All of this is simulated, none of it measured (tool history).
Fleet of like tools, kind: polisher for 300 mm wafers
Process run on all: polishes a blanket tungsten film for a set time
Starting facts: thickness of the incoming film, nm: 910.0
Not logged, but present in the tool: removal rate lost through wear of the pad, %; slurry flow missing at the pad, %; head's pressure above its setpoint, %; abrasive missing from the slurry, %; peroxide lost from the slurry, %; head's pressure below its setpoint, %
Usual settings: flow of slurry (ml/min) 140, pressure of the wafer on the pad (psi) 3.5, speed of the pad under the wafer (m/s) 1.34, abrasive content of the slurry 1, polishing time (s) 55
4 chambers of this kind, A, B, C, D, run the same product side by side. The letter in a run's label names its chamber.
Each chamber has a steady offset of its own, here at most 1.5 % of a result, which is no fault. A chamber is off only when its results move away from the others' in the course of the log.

| run | hour | flow of slurry (ml/min) | pressure of the wafer on the pad (psi) | speed of the pad under the wafer (m/s) | abrasive content of the slurry | polishing time (s) | wafers polished on this pad | hours since the slurry nozzle was cleaned | hours since the head pressure was calibrated | hours since the slurry blender was calibrated | hours since the slurry got fresh peroxide | film removed (Å) |
|---|---|---|---|---|---|---|---|---|---|---|---|---|
|  | 4.3 | chamber B: slurry tank refilled with fresh slurry and peroxide |
|  | 4.8 | chamber C: slurry tank refilled with fresh slurry and peroxide |
| 1C | 6.7 | 140 | 3.5 | 1.34 | 1 | 55 | 746 | 124.2 | 25.8 | 108.1 | 2 | 2755.7 |
| 2B | 15 | 140 | 3.5 | 1.34 | 1 | 55 | 511 | 236.8 | 269.9 | 160.3 | 10.8 | 2740.4 |
|  | 19.7 | chamber B: slurry blender recalibrated |
|  | 19.8 | chamber C: slurry blender recalibrated |
| 3A | 25.6 | 140 | 3.5 | 1.34 | 1 | 55 | 748 | 406.6 | 238.1 | 395.4 | 38.7 | 2732.5 |
| 4D | 35.9 | 140 | 3.5 | 1.34 | 1 | 55 | 768 | 233 | 76.3 | 73.1 | 41.7 | 2760.9 |
| 5A | 44.5 | 140 | 3.5 | 1.34 | 1 | 55 | 1003 | 425.5 | 257 | 414.3 | 57.6 | 2704 |
|  | 55.7 | chamber D: slurry tank refilled with fresh slurry and peroxide |
| 6C | 57.1 | 120 | 3.5 | 1.34 | 0.75 | 55 | 1428 | 174.6 | 76.2 | 37.4 | 52.4 | 2494.9 |
|  | 58.5 | chamber D: worn pad replaced by a new one |
|  | 62.2 | chamber B: worn pad replaced by a new one |
|  | 65.7 | chamber C: worn pad replaced by a new one |
|  | 69.4 | chamber A: worn pad replaced by a new one |
| 7B | 71.1 | 120 | 3.5 | 1.34 | 0.75 | 55 | 121 | 292.9 | 326 | 51.5 | 66.9 | 2543.4 |
|  | 74.3 | chamber C: slurry tank refilled with fresh slurry and peroxide |
| 8D | 85.1 | 120 | 3.5 | 1.34 | 0.75 | 55 | 360 | 282.2 | 125.5 | 122.3 | 29.4 | 2491.4 |
| 9B | 96.9 | 120 | 3.5 | 1.34 | 0.75 | 55 | 470 | 318.7 | 351.8 | 77.3 | 92.7 | 2518.4 |
| 10C | 107.8 | 140 | 3.5 | 1.34 | 1 | 55 | 570 | 225.3 | 126.9 | 88.1 | 33.5 | 2759.8 |
|  | 118.9 | chamber A: slurry blender recalibrated |
| 11A | 120.6 | 140 | 3.5 | 1.34 | 1 | 55 | 692 | 501.6 | 333.1 | 1.8 | 133.7 | 2670.3 |
|  | 123.3 | chamber D: slurry tank refilled with fresh slurry and peroxide |
| 12D | 131.5 | 140 | 3.5 | 1.34 | 1 | 55 | 987 | 328.6 | 171.9 | 168.7 | 8.3 | 2761.6 |
|  | 136.3 | chamber C: slurry tank refilled with fresh slurry and peroxide |
|  | 138.4 | chamber A: slurry tank refilled with fresh slurry and peroxide |
|  | 139.8 | chamber B: slurry tank refilled with fresh slurry and peroxide |
| 13B | 139.9 | 140 | 3.5 | 1.52 | 1 | 55 | 1051 | 361.7 | 394.8 | 120.3 | 0.2 | 3128.1 |
|  | 142.8 | chamber B: worn pad replaced by a new one |
|  | 147.3 | chamber D: worn pad replaced by a new one |
|  | 149.1 | chamber D: slurry nozzle cleaned |
| 14A | 150.5 | 140 | 3.5 | 1.52 | 1 | 55 | 1096 | 531.5 | 363 | 31.7 | 12.1 | 3002.1 |
|  | 157.8 | chamber C: slurry blender recalibrated |
|  | 158.1 | chamber A: worn pad replaced by a new one |
| 15C | 163.5 | 140 | 3.5 | 1.52 | 1 | 55 | 1322 | 281 | 182.6 | 5.8 | 27.2 | 3154.7 |
| 16D | 174.9 | 140 | 3.5 | 1.52 | 1 | 55 | 374 | 25.9 | 215.3 | 212.1 | 51.7 | 3084.6 |
|  | 178.3 | chamber D: slurry tank refilled with fresh slurry and peroxide |
| 17B | 186.6 | 140 | 3.5 | 1.34 | 1 | 55 | 592 | 408.4 | 441.5 | 167 | 46.9 | 2753.3 |
|  | 188.7 | chamber C: worn pad replaced by a new one |
| 18D | 194.2 | 140 | 3.5 | 1.34 | 1 | 55 | 635 | 45.2 | 234.6 | 231.4 | 16 | 2759.6 |
| 19A | 201.5 | 140 | 3.5 | 1.34 | 1 | 55 | 587 | 582.5 | 414 | 82.7 | 63.1 | 2646.8 |
|  | 203.9 | chamber B: slurry blender recalibrated |
|  | 208.3 | chamber C: slurry tank refilled with fresh slurry and peroxide |
| 20C | 216.4 | 155 | 3.5 | 1.34 | 1 | 55 | 375 | 333.9 | 235.5 | 58.7 | 8.1 | 2797.9 |
|  | 228.2 | chamber B: worn pad replaced by a new one |
| 21C | 231.3 | 155 | 3.5 | 1.34 | 1 | 55 | 576 | 348.8 | 250.4 | 73.6 | 23 | 2822.1 |
|  | 244.7 | chamber D: worn pad replaced by a new one |
| 22D | 244.7 | 155 | 3.5 | 1.34 | 1 | 55 | 0 | 95.7 | 285.1 | 281.9 | 66.5 | 2834.9 |
|  | 247.2 | chamber D: slurry tank refilled with fresh slurry and peroxide |
| 23A | 257.9 | 155 | 3.5 | 1.34 | 1 | 55 | 1349 | 638.9 | 470.4 | 139.1 | 119.5 | 2704.5 |
| 24B | 269.1 | 140 | 3.5 | 1.34 | 1 | 55 | 553 | 490.9 | 524 | 65.2 | 129.4 | 2753.3 |
| 25D | 281.4 | 140 | 3.5 | 1.34 | 1 | 55 | 496 | 132.4 | 321.8 | 318.6 | 34.2 | 2720.1 |

Next, every chamber runs the same settings. What will each give?
| 26A | 292.1 | 140 | 3.5 | 1.34 | 1 | 55 |  |  |  |  |  | ? |
| 26B | 292.1 | 140 | 3.5 | 1.34 | 1 | 55 |  |  |  |  |  | ? |
| 26C | 292.1 | 140 | 3.5 | 1.34 | 1 | 55 |  |  |  |  |  | ? |
| 26D | 292.1 | 140 | 3.5 | 1.34 | 1 | 55 |  |  |  |  |  | ? |

| run | film removed (Å) |
|---|---|
| 26A | 2544.8 |
| 26B | 2728.1 |
| 26C | 2803.5 |
| 26D | 2750.1 |

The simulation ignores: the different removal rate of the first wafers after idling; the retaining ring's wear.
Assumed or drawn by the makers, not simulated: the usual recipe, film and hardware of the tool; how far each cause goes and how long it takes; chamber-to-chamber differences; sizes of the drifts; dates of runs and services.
